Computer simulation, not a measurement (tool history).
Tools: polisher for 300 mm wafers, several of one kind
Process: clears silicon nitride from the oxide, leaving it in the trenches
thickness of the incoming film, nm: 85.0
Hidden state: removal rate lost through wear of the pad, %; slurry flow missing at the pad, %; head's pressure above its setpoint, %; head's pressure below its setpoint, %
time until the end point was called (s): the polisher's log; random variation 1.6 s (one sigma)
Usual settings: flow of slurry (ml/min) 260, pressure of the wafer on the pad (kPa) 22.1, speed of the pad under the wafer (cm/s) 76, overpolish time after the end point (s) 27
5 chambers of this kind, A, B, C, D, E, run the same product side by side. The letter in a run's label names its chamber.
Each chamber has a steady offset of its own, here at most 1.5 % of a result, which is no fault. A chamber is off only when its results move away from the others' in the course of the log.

run	hour	flow of slurry (ml/min)	pressure of the wafer on the pad (kPa)	speed of the pad under the wafer (cm/s)	overpolish time after the end point (s)	wafers polished on this pad	hours since the slurry nozzle was cleaned	hours since the head pressure was calibrated	time until the end point was called (s)
1E	4	260	22.1	76	27	764	182.9	641.4	91.497
2A	9	260	22.1	76	27	140	604.7	544.8	92.772
# hour 10.5: chamber A: slurry nozzle cleaned
3D	14.6	260	22.1	76	27	875	50	689.9	94.159
4B	19	260	22.1	76	27	371	325.3	1250	93.061
# hour 20.8: chamber D: worn pad replaced by a new one
# hour 20.9: chamber E: worn pad replaced by a new one
5C	22.4	260	22.1	76	27	282	244.4	189.9	94.953
6B	27.9	260	22.1	76	27	447	334.2	1258.9	93.962
7E	31.5	260	22.1	76	27	91	210.4	668.9	94.918
# hour 34.5: chamber E: slurry nozzle cleaned
8A	35.5	260	22.1	76	27	367	25	571.3	93.561
9C	39.6	260	24.1	62	27	429	261.6	207.1	102.21
10D	44.3	260	24.1	62	27	201	79.7	719.6	106.53
# hour 48.5: chamber A: head pressure recalibrated
11E	49.3	260	24.1	62	27	243	14.8	686.7	104.18
12B	52.6	260	24.1	62	27	658	358.9	1283.6	103.68
13D	56.8	260	24.1	62	27	308	92.2	732.1	103.33
14C	59.4	260	22.1	76	27	599	281.4	226.9	94.829
15A	63.7	260	22.1	76	27	608	53.2	15.2	94.955
16E	67.8	340	22.1	52	27	401	33.3	705.2	130.05
17A	71.9	340	22.1	52	27	678	61.4	23.4	128.99
18B	75.1	340	22.1	52	27	851	381.4	1306.1	129.25
19D	78.9	340	22.1	52	27	497	114.3	754.2	130.54
20C	81.7	340	22.1	52	27	789	303.7	249.2	137.57
# hour 82: chamber C: worn pad replaced by a new one
# hour 86.7: chamber A: worn pad replaced by a new one
21C	87.5	260	22.1	76	27	47	309.5	255	93.63
22A	92.6	260	22.1	76	27	50	82.1	44.1	95.199
# hour 95.1: chamber B: worn pad replaced by a new one
23D	95.9	260	22.1	76	27	642	131.3	771.2	94.146
24B	99.8	260	22.1	100	16	40	406.1	1330.8	70.953
25E	105.3	260	22.1	100	16	722	70.8	742.7	72.686
26A	108.8	260	22.1	100	16	189	98.3	60.3	72.27
27D	114.2	260	22.1	100	16	798	149.6	789.5	70.886
28C	118.1	260	22.1	100	16	308	340.1	285.6	72.299
# hour 120.3: chamber E: worn pad replaced by a new one
29B	123.2	260	22.1	76	27	240	429.5	1354.2	93.31
30E	127.5	315	15.2	76	27	61	93	764.9	131.81
31C	132.8	315	15.2	76	27	434	354.8	300.3	132.57
# hour 135.2: chamber D: worn pad replaced by a new one
32D	137.4	315	15.2	76	27	18	172.8	812.7	137.29
33E	141.4	315	15.2	76	27	180	106.9	778.8	131.08
34A	145.3	315	15.2	76	27	501	134.8	96.8	135.02
35B	150.7	260	22.1	76	27	475	457	1381.7	93.759
36C	156.5	260	28.3	76	27	636	378.5	324	73.112

All 5 chambers run these settings next. Forecast each chamber's results:
37A	160.7	260	22.1	76	27				?
37B	160.7	260	22.1	76	27				?
37C	160.7	260	22.1	76	27				?
37D	160.7	260	22.1	76	27				?
37E	160.7	260	22.1	76	27				?

run	time until the end point was called (s)
37A	94.46
37B	92.85
37C	92.528
37D	93.872
37E	93.971
